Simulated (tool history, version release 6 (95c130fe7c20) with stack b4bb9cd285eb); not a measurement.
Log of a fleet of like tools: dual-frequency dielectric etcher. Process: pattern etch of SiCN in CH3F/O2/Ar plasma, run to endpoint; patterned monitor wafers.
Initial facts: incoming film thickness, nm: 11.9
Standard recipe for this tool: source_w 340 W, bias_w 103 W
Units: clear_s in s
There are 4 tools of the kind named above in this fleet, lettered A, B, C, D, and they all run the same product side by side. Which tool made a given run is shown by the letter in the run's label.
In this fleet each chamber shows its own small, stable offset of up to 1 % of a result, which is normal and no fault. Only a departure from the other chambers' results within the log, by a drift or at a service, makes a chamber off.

Run 1C, hour 10.7: usual settings. Result: clear_s 29.388 s.
Run 2D, hour 22.3: usual settings. Result: clear_s 29.589 s.
Run 3A, hour 32.3: usual settings. Result: clear_s 29.271 s.
Run 4B, hour 44.1: usual settings. Result: clear_s 29.146 s.
Run 5B, hour 51.8: usual settings. Result: clear_s 29.428 s.
Run 6C, hour 58.3: usual settings. Result: clear_s 29.296 s.
At hour 61.7: chamber B: wet clean of the chamber.
Run 7A, hour 70: usual settings. Result: clear_s 29.16 s.
Run 8D, hour 80.4: usual settings. Result: clear_s 29.444 s.
Run 9B, hour 94.3: usual settings. Result: clear_s 29.411 s.
Run 10D, hour 103.2: usual settings. Result: clear_s 29.493 s.
Run 11C, hour 113.2: usual settings. Result: clear_s 29.12 s.
Run 12A, hour 121.8: usual settings. Result: clear_s 29.392 s.
Run 13A, hour 135.8: usual settings. Result: clear_s 29.541 s.
Run 14B, hour 149.6: usual settings. Result: clear_s 29.464 s.
Run 15C, hour 158.3: usual settings. Result: clear_s 29.158 s.
Run 16D, hour 166.4: usual settings. Result: clear_s 29.641 s.
Run 17C, hour 179.4: usual settings. Result: clear_s 28.925 s.
Run 18B, hour 188.3: usual settings. Result: clear_s 29.273 s.
Run 19A, hour 196.3: usual settings. Result: clear_s 29.312 s.
Run 20D, hour 207.2: usual settings but bias_w 94 W. Result: clear_s 30.468 s.
Run 21C, hour 217.9: usual settings but bias_w 94 W. Result: clear_s 29.789 s.
Run 22A, hour 226.4: usual settings but bias_w 94 W. Result: clear_s 30.46 s.
Run 23D, hour 233.7: usual settings but bias_w 94 W. Result: clear_s 30.737 s.
Run 24B, hour 244.7: usual settings. Result: clear_s 29.51 s.
Run 25C, hour 258.8: usual settings but source_w 300 W, bias_w 122 W. Result: clear_s 28.24 s.
Run 26B, hour 270.7: usual settings but source_w 300 W, bias_w 122 W. Result: clear_s 28.842 s.
At hour 272.7: chamber B: bias power generator calibrated.
At hour 273.3: chamber D: wet clean of the chamber.
Run 27A, hour 277.1: usual settings but source_w 300 W, bias_w 122 W. Result: clear_s 29.027 s.
Run 28D, hour 288.5: usual settings but source_w 300 W, bias_w 122 W. Result: clear_s 28.933 s.
Run 29C, hour 296.3: usual settings. Result: clear_s 28.529 s.
Run 30D, hour 309.3: usual settings. Result: clear_s 29.608 s.
Run 31B, hour 319.9: usual settings but source_w 270 W, bias_w 116 W. Result: clear_s 30.477 s.

One chamber off, gauge drift, or nothing amiss beyond the chambers' own small offsets? If it is a chamber, which one, and what is the likeliest cause?

One chamber, C, drifts off from the rest bit by bit.
Most likely cause: etch rate over this chamber's usual, % = 3.02.

Chamber C could run next with any of the 4 candidate recipes listed below; each alters the usual settings, and their results appear as question marks. Which one brings its results back in line with what the other chambers deliver on the usual settings?
In-line tolerance around the mean of the other chambers on the usual settings: clear_s 0.39 s
Run 32C-1, hour 330.4: usual settings but bias_w 95 W. Result: clear_s ?.
Run 32C-2, hour 330.4: usual settings but source_w 360 W, bias_w 111 W. Result: clear_s ?.
Run 32C-3, hour 330.4: usual settings but source_w 320 W, bias_w 95 W. Result: clear_s ?.
Run 32C-4, hour 330.4: usual settings but source_w 350 W, bias_w 107 W. Result: clear_s ?.

The other chambers' mean on the usual settings: clear_s 29.403 s
  run  clear_s
32C-1   29.453
32C-2   27.161
32C-3   30.128
32C-4   27.839
The right change is 32C-1: it brings the chamber back within the allowed miss of the others.
